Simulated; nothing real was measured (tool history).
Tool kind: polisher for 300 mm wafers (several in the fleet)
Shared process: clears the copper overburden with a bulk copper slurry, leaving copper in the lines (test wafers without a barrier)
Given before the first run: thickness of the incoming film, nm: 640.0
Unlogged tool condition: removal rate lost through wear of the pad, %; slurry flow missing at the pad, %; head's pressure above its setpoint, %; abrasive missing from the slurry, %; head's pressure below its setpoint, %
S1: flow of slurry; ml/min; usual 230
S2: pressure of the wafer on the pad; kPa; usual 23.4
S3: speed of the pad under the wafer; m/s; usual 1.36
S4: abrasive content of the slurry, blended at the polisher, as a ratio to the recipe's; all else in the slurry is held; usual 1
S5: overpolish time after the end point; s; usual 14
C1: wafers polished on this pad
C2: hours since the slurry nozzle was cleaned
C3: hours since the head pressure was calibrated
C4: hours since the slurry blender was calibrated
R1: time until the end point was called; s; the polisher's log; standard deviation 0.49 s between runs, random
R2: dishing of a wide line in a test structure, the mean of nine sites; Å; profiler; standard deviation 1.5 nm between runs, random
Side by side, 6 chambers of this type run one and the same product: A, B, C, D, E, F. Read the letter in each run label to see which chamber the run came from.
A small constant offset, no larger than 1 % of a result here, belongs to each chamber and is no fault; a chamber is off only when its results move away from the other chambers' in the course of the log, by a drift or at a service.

Run 1C, hour 7.5: usual settings; C1 294; C2 223.2; C3 590.5; C4 167.2. Result: R1 53.068 s, R2 691.71 Å.
Run 2A, hour 18.6: usual settings; C1 422; C2 293.6; C3 389.8; C4 50.4. Result: R1 51.576 s, R2 684.48 Å.
Run 3D, hour 26.2: usual settings; C1 421; C2 36.4; C3 1543.6; C4 356.3. Result: R1 52.237 s, R2 686.00 Å.
At hour 35.2: chamber D: head pressure recalibrated.
Run 4F, hour 36.0: usual settings; C1 746; C2 106.1; C3 1154.5; C4 135.8. Result: R1 52.258 s, R2 674.44 Å.
At hour 41.5: chamber F: worn pad replaced by a new one.
Run 5B, hour 42.7: usual settings; C1 634; C2 375.0; C3 779.4; C4 102.0. Result: R1 52.895 s, R2 677.42 Å.
Run 6E, hour 51.0: usual settings; C1 590; C2 129.6; C3 1067.4; C4 61.8. Result: R1 51.937 s, R2 721.12 Å.
Run 7F, hour 59.7: usual settings; C1 197; C2 129.8; C3 1178.2; C4 159.5. Result: R1 52.235 s, R2 707.86 Å.
At hour 62.1: chamber C: worn pad replaced by a new one.
Run 8D, hour 71.8: usual settings; C1 915; C2 82.0; C3 36.7; C4 401.9. Result: R1 52.069 s, R2 688.29 Å.
Run 9C, hour 79.3: usual settings; C1 186; C2 295.0; C3 662.3; C4 239.0. Result: R1 52.739 s, R2 665.41 Å.
At hour 85.1: chamber E: worn pad replaced by a new one.
Run 10E, hour 88.1: usual settings; C1 33; C2 166.7; C3 1104.5; C4 98.9. Result: R1 52.568 s, R2 657.33 Å.
At hour 90.4: chamber A: worn pad replaced by a new one.
Run 11B, hour 95.3: usual settings; C1 1203; C2 427.6; C3 832.0; C4 154.6. Result: R1 51.778 s, R2 714.75 Å.
Run 12A, hour 104.8: usual settings; C1 155; C2 379.8; C3 476.0; C4 136.6. Result: R1 51.273 s, R2 689.51 Å.
At hour 105.9: chamber B: slurry blender recalibrated.
At hour 108.2: chamber F: worn pad replaced by a new one.
At hour 108.7: chamber D: slurry blender recalibrated.
At hour 114.0: chamber B: worn pad replaced by a new one.
Run 13F, hour 115.2: usual settings; C1 76; C2 185.3; C3 1233.7; C4 215.0. Result: R1 51.692 s, R2 673.34 Å.
At hour 118.9: chamber D: worn pad replaced by a new one.
Run 14B, hour 121.2: usual settings; C1 78; C2 453.5; C3 857.9; C4 15.4. Result: R1 52.573 s, R2 707.80 Å.
At hour 122.7: chamber F: head pressure recalibrated.
At hour 122.8: chamber A: slurry nozzle cleaned.
At hour 132.6: chamber C: worn pad replaced by a new one.
Run 15A, hour 133.8: usual settings; C1 469; C2 11.0; C3 505.0; C4 165.6. Result: R1 51.730 s, R2 708.36 Å.
At hour 134.6: chamber C: slurry blender recalibrated.
Run 16D, hour 141.3: usual settings; C1 242; C2 151.5; C3 106.2; C4 32.7. Result: R1 51.724 s, R2 656.16 Å.
At hour 145.0: chamber F: slurry nozzle cleaned.
Run 17E, hour 150.6: usual settings; C1 709; C2 229.2; C3 1167.0; C4 161.4. Result: R1 51.917 s, R2 670.23 Å.
At hour 152.3: chamber E: worn pad replaced by a new one.
Run 18C, hour 157.0: usual settings; C1 264; C2 372.7; C3 740.0; C4 22.4. Result: R1 53.136 s, R2 667.36 Å.
Run 19D, hour 164.4: usual settings; C1 492; C2 174.6; C3 129.3; C4 55.8. Result: R1 51.898 s, R2 679.00 Å.
Run 20C, hour 174.0: usual settings; C1 448; C2 389.7; C3 757.0; C4 39.4. Result: R1 52.869 s, R2 683.71 Å.
At hour 175.5: chamber F: worn pad replaced by a new one.
Run 21E, hour 186.3: usual settings; C1 368; C2 264.9; C3 1202.7; C4 197.1. Result: R1 52.489 s, R2 699.70 Å.
At hour 187.8: chamber A: worn pad replaced by a new one.
Run 22F, hour 194.3: usual settings; C1 203; C2 49.4; C3 71.7; C4 294.1. Result: R1 51.954 s, R2 697.10 Å.
At hour 201.4: chamber C: worn pad replaced by a new one.
Run 23B, hour 203.3: usual settings; C1 967; C2 535.6; C3 940.0; C4 97.5. Result: R1 51.678 s, R2 688.67 Å.
At hour 205.3: chamber F: slurry blender recalibrated.
Run 24A, hour 210.3: usual settings; C1 243; C2 87.5; C3 581.5; C4 242.1. Result: R1 51.022 s, R2 653.03 Å.
At hour 212.3: chamber B: worn pad replaced by a new one.
Run 25C, hour 220.2: usual settings but S2 15.9 kPa; C1 204; C2 435.9; C3 803.2; C4 85.6. Result: R1 77.424 s, R2 530.25 Å.
At hour 223.2: chamber E: head pressure recalibrated.
Run 26F, hour 227.9: usual settings but S2 15.9 kPa; C1 567; C2 83.0; C3 105.3; C4 22.7. Result: R1 76.130 s, R2 549.11 Å.
Run 27B, hour 235.0: usual settings but S2 15.9 kPa; C1 246; C2 567.3; C3 971.7; C4 129.2. Result: R1 78.208 s, R2 562.70 Å.
At hour 236.0: chamber E: worn pad replaced by a new one.
At hour 237.2: chamber E: slurry blender recalibrated.
At hour 241.3: chamber F: worn pad replaced by a new one.
Run 28E, hour 242.7: usual settings but S2 15.9 kPa; C1 73; C2 321.3; C3 19.6; C4 5.6. Result: R1 76.252 s, R2 536.92 Å.
At hour 247.9: chamber D: slurry nozzle cleaned.
At hour 248.0: chamber D: worn pad replaced by a new one.
Run 29A, hour 253.9: usual settings but S2 15.9 kPa; C1 716; C2 131.1; C3 625.1; C4 285.7. Result: R1 75.074 s, R2 548.55 Å.
Run 30D, hour 266.1: usual settings but S2 15.9 kPa; C1 196; C2 18.2; C3 231.0; C4 157.5. Result: R1 77.966 s, R2 527.85 Å.
At hour 277.9: chamber C: worn pad replaced by a new one.
Run 31A, hour 277.9: usual settings; C1 975; C2 155.1; C3 649.1; C4 309.7. Result: R1 51.695 s, R2 694.50 Å.
At hour 285.5: chamber A: worn pad replaced by a new one.
Run 32D, hour 290.0: usual settings; C1 455; C2 42.1; C3 254.9; C4 181.4. Result: R1 51.505 s, R2 672.18 Å.
At hour 294.8: chamber C: head pressure recalibrated.
At hour 297.1: chamber E: slurry nozzle cleaned.
Run 33C, hour 300.6: usual settings; C1 246; C2 516.3; C3 5.9; C4 166.0. Result: R1 51.952 s, R2 676.42 Å.
At hour 302.4: chamber E: worn pad replaced by a new one.
At hour 307.2: chamber F: worn pad replaced by a new one.
Run 34B, hour 311.0: usual settings; C1 1069; C2 643.3; C3 1047.7; C4 205.2. Result: R1 52.301 s, R2 686.81 Å.
At hour 315.9: chamber B: worn pad replaced by a new one.
Run 35E, hour 321.0: usual settings; C1 202; C2 23.9; C3 97.9; C4 83.9. Result: R1 52.280 s, R2 671.93 Å.
At hour 323.0: chamber B: slurry blender recalibrated.
Run 36F, hour 332.4: usual settings; C1 272; C2 187.5; C3 209.8; C4 127.2. Result: R1 51.790 s, R2 685.36 Å.
Run 37B, hour 345.1: usual settings; C1 316; C2 677.4; C3 1081.8; C4 22.2. Result: R1 53.068 s, R2 682.34 Å.
Run 38F, hour 350.7: usual settings but S2 17.9 kPa; C1 471; C2 205.8; C3 228.1; C4 145.5. Result: R1 68.021 s, R2 578.57 Å.
Run 39E, hour 360.0: usual settings but S2 17.9 kPa; C1 624; C2 62.9; C3 136.9; C4 122.9. Result: R1 68.737 s, R2 592.29 Å.
At hour 361.7: chamber C: worn pad replaced by a new one.
Run 40C, hour 372.8: usual settings but S2 17.9 kPa; C1 121; C2 588.5; C3 78.1; C4 238.2. Result: R1 70.560 s, R2 580.24 Å.
Run 41D, hour 378.7: usual settings but S2 17.9 kPa; C1 1415; C2 130.8; C3 343.6; C4 270.1. Result: R1 67.895 s, R2 587.87 Å.
Run 42A, hour 385.8: usual settings but S2 17.9 kPa; C1 1086; C2 263.0; C3 757.0; C4 417.6. Result: R1 67.905 s, R2 589.98 Å.

Next, all 6 chambers run the settings below, one line each with question marks for the results. What does each chamber give?
Run 43A, hour 395.1: usual settings but S1 205 ml/min. Result: R1 ?, R2 ?.
Run 43B, hour 395.1: usual settings but S1 205 ml/min. Result: R1 ?, R2 ?.
Run 43C, hour 395.1: usual settings but S1 205 ml/min. Result: R1 ?, R2 ?.
Run 43D, hour 395.1: usual settings but S1 205 ml/min. Result: R1 ?, R2 ?.
Run 43E, hour 395.1: usual settings but S1 205 ml/min. Result: R1 ?, R2 ?.
Run 43F, hour 395.1: usual settings but S1 205 ml/min. Result: R1 ?, R2 ?.

run      R1      R2
43A  51.504  674.77
43B  53.373  682.74
43C  53.466  712.05
43D  53.531  684.91
43E  52.822  693.68
43F  52.019  672.88
